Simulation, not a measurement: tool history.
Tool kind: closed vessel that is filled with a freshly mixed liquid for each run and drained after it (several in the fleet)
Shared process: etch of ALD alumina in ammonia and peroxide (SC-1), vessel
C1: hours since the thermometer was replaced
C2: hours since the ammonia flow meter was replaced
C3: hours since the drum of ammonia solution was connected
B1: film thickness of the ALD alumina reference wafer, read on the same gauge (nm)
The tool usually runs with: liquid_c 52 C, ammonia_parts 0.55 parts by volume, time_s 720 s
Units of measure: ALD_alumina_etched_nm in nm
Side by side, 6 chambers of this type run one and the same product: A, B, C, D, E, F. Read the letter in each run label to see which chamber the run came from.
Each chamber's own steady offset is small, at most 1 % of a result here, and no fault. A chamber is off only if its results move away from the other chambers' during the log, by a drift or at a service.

run 1D hour=7.3 | liquid_c=52 ammonia_parts=0.55 time_s=720 | C1=1973.2 C2=245.4 C3=103.6 | B1=150.01 | ALD_alumina_etched_nm=35.052
run 2C hour=19.6 | liquid_c=52 ammonia_parts=0.55 time_s=720 | C1=645.1 C2=455.9 C3=248.7 | B1=149.99 | ALD_alumina_etched_nm=33.66
run 3B hour=25.8 | liquid_c=52 ammonia_parts=0.55 time_s=720 | C1=956 C2=507.4 C3=1127.1 | B1=149.96 | ALD_alumina_etched_nm=34.3
run 4E hour=31.2 | liquid_c=52 ammonia_parts=0.55 time_s=720 | C1=2225.8 C2=1254 C3=692.7 | B1=150 | ALD_alumina_etched_nm=34.055
run 5F hour=39.2 | liquid_c=52 ammonia_parts=0.55 time_s=720 | C1=786.9 C2=1321.8 C3=562.6 | B1=149.99 | ALD_alumina_etched_nm=34.227
-- hour=44.2 chamber E: new drum of ammonia solution connected
-- hour=44.3 chamber B: new drum of ammonia solution connected
run 6A hour=50.9 | liquid_c=52 ammonia_parts=0.55 time_s=720 | C1=616.7 C2=360.9 C3=343.1 | B1=150.02 | ALD_alumina_etched_nm=34.062
run 7B hour=62.4 | liquid_c=52 ammonia_parts=0.55 time_s=720 | C1=992.6 C2=544 C3=18.2 | B1=150 | ALD_alumina_etched_nm=34.071
run 8D hour=69.6 | liquid_c=52 ammonia_parts=0.55 time_s=720 | C1=2035.5 C2=307.7 C3=165.9 | B1=150.04 | ALD_alumina_etched_nm=34.274
-- hour=74.7 chamber F: new drum of ammonia solution connected
-- hour=75.4 chamber F: ammonia flow meter replaced
run 9E hour=77 | liquid_c=52 ammonia_parts=0.55 time_s=720 | C1=2271.6 C2=1299.8 C3=32.8 | B1=150.01 | ALD_alumina_etched_nm=34.308
run 10F hour=83.2 | liquid_c=52 ammonia_parts=0.55 time_s=720 | C1=830.9 C2=7.9 C3=8.6 | B1=150 | ALD_alumina_etched_nm=34.789
run 11C hour=91.1 | liquid_c=52 ammonia_parts=0.55 time_s=720 | C1=716.6 C2=527.4 C3=320.2 | B1=150 | ALD_alumina_etched_nm=33.598
run 12A hour=101.7 | liquid_c=52 ammonia_parts=0.55 time_s=720 | C1=667.5 C2=411.7 C3=393.9 | B1=150 | ALD_alumina_etched_nm=34.943
-- hour=106.2 chamber E: ammonia flow meter replaced
run 13C hour=108.8 | liquid_c=52 ammonia_parts=0.55 time_s=720 | C1=734.3 C2=545.1 C3=337.9 | B1=150.03 | ALD_alumina_etched_nm=33.977
run 14D hour=117.9 | liquid_c=52 ammonia_parts=0.55 time_s=720 | C1=2083.8 C2=356 C3=214.2 | B1=150.03 | ALD_alumina_etched_nm=34.408
run 15A hour=127.5 | liquid_c=42.5 ammonia_parts=0.55 time_s=965 | C1=693.3 C2=437.5 C3=419.7 | B1=150.01 | ALD_alumina_etched_nm=27.192
run 16B hour=135.9 | liquid_c=42.5 ammonia_parts=0.55 time_s=965 | C1=1066.1 C2=617.5 C3=91.7 | B1=150 | ALD_alumina_etched_nm=27.254
run 17F hour=144.7 | liquid_c=42.5 ammonia_parts=0.55 time_s=965 | C1=892.4 C2=69.4 C3=70.1 | B1=149.98 | ALD_alumina_etched_nm=27.613
run 18E hour=155.3 | liquid_c=42.5 ammonia_parts=0.55 time_s=965 | C1=2349.9 C2=49.2 C3=111.1 | B1=149.95 | ALD_alumina_etched_nm=27.408
run 19D hour=161.6 | liquid_c=42.5 ammonia_parts=0.55 time_s=965 | C1=2127.5 C2=399.7 C3=257.9 | B1=150.02 | ALD_alumina_etched_nm=27.377
run 20E hour=173.4 | liquid_c=42.5 ammonia_parts=0.55 time_s=965 | C1=2368 C2=67.3 C3=129.2 | B1=150 | ALD_alumina_etched_nm=27.081
run 21B hour=182.6 | liquid_c=52 ammonia_parts=0.55 time_s=720 | C1=1112.8 C2=664.2 C3=138.4 | B1=149.99 | ALD_alumina_etched_nm=34.694
run 22F hour=194 | liquid_c=52 ammonia_parts=0.55 time_s=720 | C1=941.7 C2=118.7 C3=119.4 | B1=149.96 | ALD_alumina_etched_nm=35.754
run 23A hour=201.9 | liquid_c=52 ammonia_parts=0.55 time_s=720 | C1=767.7 C2=511.9 C3=494.1 | B1=149.99 | ALD_alumina_etched_nm=34.189
run 24C hour=212 | liquid_c=52 ammonia_parts=0.55 time_s=720 | C1=837.5 C2=648.3 C3=441.1 | B1=149.99 | ALD_alumina_etched_nm=33.857
-- hour=217.1 chamber A: thermometer replaced
run 25D hour=219.2 | liquid_c=52 ammonia_parts=0.55 time_s=720 | C1=2185.1 C2=457.3 C3=315.5 | B1=150 | ALD_alumina_etched_nm=35.069
run 26E hour=226.7 | liquid_c=52 ammonia_parts=0.55 time_s=720 | C1=2421.3 C2=120.6 C3=182.5 | B1=149.96 | ALD_alumina_etched_nm=34.126
run 27F hour=232.2 | liquid_c=52 ammonia_parts=0.55 time_s=720 | C1=979.9 C2=156.9 C3=157.6 | B1=149.99 | ALD_alumina_etched_nm=35.962
run 28C hour=242.8 | liquid_c=52 ammonia_parts=0.55 time_s=720 | C1=868.3 C2=679.1 C3=471.9 | B1=149.97 | ALD_alumina_etched_nm=34.14
run 29B hour=250.4 | liquid_c=52 ammonia_parts=0.55 time_s=720 | C1=1180.6 C2=732 C3=206.2 | B1=150 | ALD_alumina_etched_nm=34.153
run 30A hour=262.7 | liquid_c=52 ammonia_parts=0.55 time_s=720 | C1=45.6 C2=572.7 C3=554.9 | B1=150.04 | ALD_alumina_etched_nm=34.12
run 31E hour=274.9 | liquid_c=52 ammonia_parts=0.55 time_s=720 | C1=2469.5 C2=168.8 C3=230.7 | B1=150.01 | ALD_alumina_etched_nm=34.14
run 32B hour=283.6 | liquid_c=52 ammonia_parts=0.55 time_s=720 | C1=1213.8 C2=765.2 C3=239.4 | B1=150 | ALD_alumina_etched_nm=34.433
run 33A hour=289.8 | liquid_c=52 ammonia_parts=0.55 time_s=720 | C1=72.7 C2=599.8 C3=582 | B1=149.98 | ALD_alumina_etched_nm=34.401
run 34C hour=298.1 | liquid_c=52 ammonia_parts=0.55 time_s=720 | C1=923.6 C2=734.4 C3=527.2 | B1=150.01 | ALD_alumina_etched_nm=34.105
run 35D hour=309.2 | liquid_c=52 ammonia_parts=0.55 time_s=720 | C1=2275.1 C2=547.3 C3=405.5 | B1=150.02 | ALD_alumina_etched_nm=35.066
run 36F hour=314.7 | liquid_c=52 ammonia_parts=0.55 time_s=720 | C1=1062.4 C2=239.4 C3=240.1 | B1=149.97 | ALD_alumina_etched_nm=37.268
run 37F hour=324.9 | liquid_c=52 ammonia_parts=0.55 time_s=720 | C1=1072.6 C2=249.6 C3=250.3 | B1=150 | ALD_alumina_etched_nm=37.155
-- hour=330.4 chamber A: ammonia flow meter replaced
run 38C hour=335.5 | liquid_c=52 ammonia_parts=0.55 time_s=1090 | C1=961 C2=771.8 C3=564.6 | B1=150.02 | ALD_alumina_etched_nm=52.363
run 39A hour=344.6 | liquid_c=52 ammonia_parts=0.55 time_s=1090 | C1=127.5 C2=14.2 C3=636.8 | B1=149.97 | ALD_alumina_etched_nm=52.084
run 40B hour=356.1 | liquid_c=52 ammonia_parts=0.55 time_s=1090 | C1=1286.3 C2=837.7 C3=311.9 | B1=150.01 | ALD_alumina_etched_nm=52.378
run 41D hour=364 | liquid_c=52 ammonia_parts=0.55 time_s=1090 | C1=2329.9 C2=602.1 C3=460.3 | B1=149.98 | ALD_alumina_etched_nm=52.592
run 42E hour=369.5 | liquid_c=52 ammonia_parts=0.55 time_s=1090 | C1=2564.1 C2=263.4 C3=325.3 | B1=150.02 | ALD_alumina_etched_nm=52.679
run 43A hour=375.7 | liquid_c=52 ammonia_parts=0.55 time_s=1090 | C1=158.6 C2=45.3 C3=667.9 | B1=149.99 | ALD_alumina_etched_nm=51.334

Which is it: a chamber that has drifted or been left off by a service, a gauge drift common to all chambers, or only each chamber's usual small offset? If a chamber is off, name it and its likeliest cause.

One chamber, F, drifts off from the rest bit by bit.
Most likely cause: liquid hotter than its thermometer reads (K) = 2.02.

Below are 4 candidate recipes for chamber F's next run, each the usual settings with a change, their results shown as question marks. Which of them brings F's results back in line with what the other chambers give on the usual settings?
Maximum distance from the other chambers' mean on the usual settings for a result to count as in line: ALD_alumina_etched_nm 1.2 nm
run 44F-1 hour=384.7 | liquid_c=52 ammonia_parts=0.55 time_s=890 | ALD_alumina_etched_nm=?
run 44F-2 hour=384.7 | liquid_c=52 ammonia_parts=0.55 time_s=645 | ALD_alumina_etched_nm=?
run 44F-3 hour=384.7 | liquid_c=48 ammonia_parts=0.55 time_s=720 | ALD_alumina_etched_nm=?
run 44F-4 hour=384.7 | liquid_c=54 ammonia_parts=0.55 time_s=720 | ALD_alumina_etched_nm=?

Usual-settings mean across the other chambers: ALD_alumina_etched_nm 34.346 nm
run=44F-1 ALD_alumina_etched_nm=47.176
run=44F-2 ALD_alumina_etched_nm=34.189
run=44F-3 ALD_alumina_etched_nm=30.792
run=44F-4 ALD_alumina_etched_nm=42.396
The right change is 44F-2: it brings the chamber back within the allowed miss of the others.

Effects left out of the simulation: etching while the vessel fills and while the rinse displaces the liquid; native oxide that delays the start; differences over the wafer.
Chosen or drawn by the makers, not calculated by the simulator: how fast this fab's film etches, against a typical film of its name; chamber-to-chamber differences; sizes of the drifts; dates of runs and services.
